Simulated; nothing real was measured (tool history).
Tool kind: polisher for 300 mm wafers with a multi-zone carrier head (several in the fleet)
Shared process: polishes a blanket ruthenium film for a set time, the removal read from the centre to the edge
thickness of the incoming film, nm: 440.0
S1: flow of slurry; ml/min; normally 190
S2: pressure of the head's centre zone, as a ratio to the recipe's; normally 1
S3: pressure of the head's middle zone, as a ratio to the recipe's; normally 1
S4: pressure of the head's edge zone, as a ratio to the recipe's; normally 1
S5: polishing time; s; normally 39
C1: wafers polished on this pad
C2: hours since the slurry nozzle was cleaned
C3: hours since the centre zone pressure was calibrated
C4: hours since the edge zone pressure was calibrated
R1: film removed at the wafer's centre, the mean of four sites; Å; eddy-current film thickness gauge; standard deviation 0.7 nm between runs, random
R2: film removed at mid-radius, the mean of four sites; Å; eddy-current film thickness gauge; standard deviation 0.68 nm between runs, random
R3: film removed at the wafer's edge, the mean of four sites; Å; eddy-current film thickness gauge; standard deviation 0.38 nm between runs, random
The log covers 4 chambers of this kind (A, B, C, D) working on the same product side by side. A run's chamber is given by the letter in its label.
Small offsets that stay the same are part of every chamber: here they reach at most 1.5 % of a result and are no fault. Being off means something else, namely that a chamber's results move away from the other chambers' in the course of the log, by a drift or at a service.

run	hour	S1	S2	S3	S4	S5	C1	C2	C3	C4	R1	R2	R3
1C	6.5	190	1	1	1	39	237	37.1	59.3	301.7	623.44	611.14	611.65
2B	12.2	190	1	1	1	39	779	320.5	934	925.5	599.66	600.4	611.52
3A	19.1	190	1	1	1	39	460	318.6	1011.8	742.2	606.88	607	603.08
4D	27.2	190	1	1	1	39	830	91.2	354.8	50.8	609.16	616.55	613.51
# hour 30.3: chamber D: worn pad replaced by a new one
# hour 31.9: chamber B: worn pad replaced by a new one
5C	34.7	190	0.96	1	1	39	573	65.3	87.5	329.9	590.38	606.68	611.07
6D	40.1	190	0.96	1	1	39	117	104.1	367.7	63.7	573.55	619.99	609.77
7A	45.7	190	0.96	1	1	39	777	345.2	1038.4	768.8	575.19	605.17	601.21
8B	51.3	190	0.96	1	1	39	231	359.6	973.1	964.6	584.8	613.57	621.85
# hour 54.3: chamber C: worn pad replaced by a new one
9A	59.2	190	1	1	1	39	937	358.7	1051.9	782.3	606.51	582.89	600.1
# hour 62.4: chamber B: centre zone pressure recalibrated
10B	63.5	190	1	1	1	39	376	371.8	1.2	976.8	596.41	622.27	609.28
11D	71.3	190	1	1	1	39	488	135.3	398.9	94.9	605.28	623.11	609.3
12C	79.7	190	1	1	1	39	302	110.3	132.5	374.9	613.74	608.03	608.02
# hour 83.4: chamber A: slurry nozzle cleaned
13D	87.2	190	1	1	1	39	677	151.2	414.8	110.8	609.98	617.15	616.83
14C	93.8	190	1	1	1	39	470	124.4	146.6	389	622.15	617.18	614.08
15A	99	190	1	1	1	39	1411	15.7	1091.7	822.1	595.95	596.33	592.53
# hour 102.4: chamber B: worn pad replaced by a new one
16B	107	190	1	1	1	39	54	415.3	44.7	1020.3	607.15	628.3	608.99
17B	114.5	190	1	1	1	39	144	422.8	52.2	1027.8	599.24	610.9	609.89
# hour 116.6: chamber C: edge zone pressure recalibrated
# hour 118.2: chamber D: worn pad replaced by a new one
18A	118.5	190	1	1	1	39	1643	35.2	1111.2	841.6	589.57	590	591.66
# hour 124.7: chamber C: worn pad replaced by a new one
19D	127.2	190	1	1	1	39	107	191.2	454.8	150.8	603.2	621.79	607.23
20C	131.6	190	1	1	1	39	83	162.2	184.4	15	611.08	608.97	613.69
21B	136.1	190	1	1	1	39	401	444.4	73.8	1049.4	602.35	613.77	608.07
22C	143.7	190	1	1	1	39	227	174.3	196.5	27.1	625.63	605.46	617.11
23A	149.5	190	1	1	1	39	2012	66.2	1142.2	872.6	581.83	580.15	586.96
24D	157.5	190	1	1	1	39	468	221.5	485.1	181.1	596.85	608.03	603.98
25D	165.8	190	1.04	1	1.09	39	566	229.8	493.4	189.4	637.24	624.64	642.19
# hour 166.7: chamber B: worn pad replaced by a new one
26A	172.1	190	1.04	1	1.09	39	2281	88.8	1164.8	895.2	607.77	575.74	601.07
27B	176	190	1.04	1	1.09	39	111	484.3	113.7	1089.3	633.67	619.9	638.95
28C	181.5	190	1.04	1	1.09	39	677	212.1	234.3	64.9	644.14	620.05	641.54
# hour 183.1: chamber A: centre zone pressure recalibrated
29D	187.2	190	1	0.92	1	39	821	251.2	514.8	210.8	600.69	565.63	609.19
30C	191.4	190	1	0.92	1	39	794	222	244.2	74.8	619.28	568.81	620.23
# hour 196.4: chamber C: worn pad replaced by a new one
31B	198	190	1	0.92	1	39	373	506.3	135.7	1111.3	615.39	570.23	610.56
32A	204.8	190	1	0.92	1	39	2671	121.5	21.8	927.9	571.68	531.57	570.05
33C	208.9	190	1	1	1	39	149	239.5	261.7	92.3	630.8	614.31	616.3
# hour 210: chamber D: worn pad replaced by a new one
34A	213.9	190	1	1	1	39	2779	130.6	30.9	937	569.71	576.79	572.99
35D	222.3	190	1	1	1	39	146	286.3	549.9	245.9	607.71	620.27	606.77
36B	229.6	190	1	1	1	39	749	537.9	167.3	1142.9	594.42	615.13	620.29

Does one chamber stand apart from the rest, does the shared gauge drift, or is all well apart from small per-chamber offsets? Give the chamber and the most likely cause, where there is one.

Chamber A drifts away from the others.
Cause: removal rate lost through wear of the pad, % = 6.47.

Below are 4 candidate recipes for chamber A's next run, each the usual settings with a change, their results shown as question marks. Which of them brings A's results back in line with what the other chambers give on the usual settings?
Counts as in line when no further than this from what the other chambers average on the usual settings: R1 24 Å; R2 24 Å; R3 13 Å
37A-1	235.9	190	0.99	1	1.01	42					?	?	?
37A-2	235.9	190	1.01	1	0.99	36					?	?	?
37A-3	235.9	190	1	1	1	38					?	?	?
37A-4	235.9	190	1	1	1	40					?	?	?

Usual-settings mean across the other chambers: R1 608.5 Å; R2 611.48 Å; R3 612.26 Å
run	R1	R2	R3
37A-1	608.25	611.18	612.37
37A-2	533.01	523.83	519.39
37A-3	556.47	552.95	551.15
37A-4	585.76	582.06	580.16
37A-1 brings the chamber back in line.
